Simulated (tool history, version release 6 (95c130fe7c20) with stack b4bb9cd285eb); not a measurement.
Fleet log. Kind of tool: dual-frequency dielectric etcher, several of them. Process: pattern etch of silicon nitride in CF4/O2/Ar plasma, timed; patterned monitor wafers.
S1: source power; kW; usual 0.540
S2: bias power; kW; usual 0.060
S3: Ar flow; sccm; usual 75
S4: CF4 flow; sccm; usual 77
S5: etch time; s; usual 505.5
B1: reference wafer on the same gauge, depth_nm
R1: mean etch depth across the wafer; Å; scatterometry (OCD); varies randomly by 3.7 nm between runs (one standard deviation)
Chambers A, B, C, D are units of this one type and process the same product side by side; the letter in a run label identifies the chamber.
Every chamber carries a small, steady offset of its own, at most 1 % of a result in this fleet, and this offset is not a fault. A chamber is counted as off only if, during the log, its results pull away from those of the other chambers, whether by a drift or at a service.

run	hour	S1	S2	S3	S4	S5	B1	R1
1A	5.8	0.540	0.060	75	77	505.5	1319.8	11100.0
2B	9.3	0.540	0.060	75	77	505.5	1320.9	11146.0
3D	16.9	0.540	0.060	75	77	505.5	1320.3	10937.0
4C	24.2	0.540	0.060	75	77	505.5	1320.2	10997.0
5B	28.7	0.540	0.060	75	77	505.5	1320.0	11161.0
6D	33.6	0.540	0.060	75	77	505.5	1320.4	10972.0
# hour 34.4: chamber B: Ar flow controller replaced
7A	40.2	0.540	0.049	62	77	505.5	1320.2	10442.0
8C	44.1	0.540	0.049	62	77	505.5	1320.5	10408.0
9B	47.6	0.540	0.049	62	77	505.5	1320.7	10576.0
10D	55.1	0.540	0.049	62	77	505.5	1320.9	10379.0
11A	59.3	0.540	0.060	75	77	505.5	1318.9	11057.0
12C	65.7	0.440	0.060	75	63	505.5	1320.3	8966.1
13A	70.6	0.440	0.060	75	63	505.5	1320.3	9003.9
14D	77.5	0.440	0.060	75	63	505.5	1320.4	9022.5
15C	80.8	0.440	0.060	75	63	505.5	1320.9	8925.0
16B	85.3	0.540	0.060	75	77	505.5	1320.1	11043.0
17C	90.8	0.540	0.060	75	77	505.5	1319.7	10897.0
18A	97.7	0.540	0.060	75	77	505.5	1318.6	11024.0
19D	101.5	0.540	0.060	75	77	505.5	1319.6	11154.0
20B	109.1	0.540	0.060	75	77	505.5	1319.2	11117.0
21A	116.3	0.540	0.060	75	77	505.5	1318.8	11074.0
22D	120.5	0.540	0.060	75	77	505.5	1320.2	11070.0
23B	127.5	0.540	0.060	75	77	505.5	1320.5	11181.0
24C	133.4	0.540	0.060	75	77	505.5	1319.6	10957.0
25D	138.7	0.540	0.060	75	77	505.5	1318.4	11189.0
26A	143.6	0.540	0.060	75	77	505.5	1320.0	11120.0
27B	149.4	0.540	0.060	75	77	505.5	1319.8	11100.0
28C	156.2	0.540	0.060	61	77	580.0	1319.8	12915.0
29A	161.5	0.540	0.060	61	77	580.0	1320.2	12990.0
30B	168.1	0.540	0.060	61	77	580.0	1319.9	13053.0
31C	175.4	0.540	0.060	61	77	580.0	1319.9	12980.0
32D	182.2	0.540	0.060	75	77	505.5	1320.5	11269.0
# hour 187.5: chamber D: wet clean of the chamber
33A	188.9	0.540	0.060	75	77	505.5	1320.0	11051.0
34B	193.6	0.620	0.060	75	77	505.5	1319.5	12527.0
35C	198.0	0.620	0.060	75	77	505.5	1320.7	12305.0
36D	202.8	0.620	0.060	75	77	505.5	1320.4	12756.0
37A	206.2	0.620	0.060	75	77	505.5	1319.7	12481.0
38D	211.1	0.540	0.060	75	77	505.5	1318.9	11342.0
39C	214.5	0.540	0.060	75	77	505.5	1321.7	10938.0

Decide between three cases: one chamber stands off from its peers, the gauge reading all wafers drifts, or nothing is wrong past each chamber's small offset. Where a chamber is off, say which and what most likely put it there.

It is chamber D that slowly wanders off from its peers.
Cause: source power that arrives over what is set, % = 4.64.

Here are 4 candidates for chamber D's next run, each the usual settings with a change, their results left as question marks. Which one brings its results back in line with what the others give on the usual settings?
Maximum distance from the other chambers' mean on the usual settings for a result to count as in line: R1 130.0 Å
40D-1	220.0	0.540	0.060	75	77	508.0		?
40D-2	220.0	0.540	0.060	94	77	505.5		?
40D-3	220.0	0.550	0.060	75	77	514.0		?
40D-4	220.0	0.540	0.060	75	77	503.5		?

Mean of the other chambers on the usual settings: R1 11037.0 Å
run	R1
40D-1	11441.0
40D-2	11084.0
40D-3	11759.0
40D-4	11340.0
With 40D-2, the chamber falls back in line with the rest.
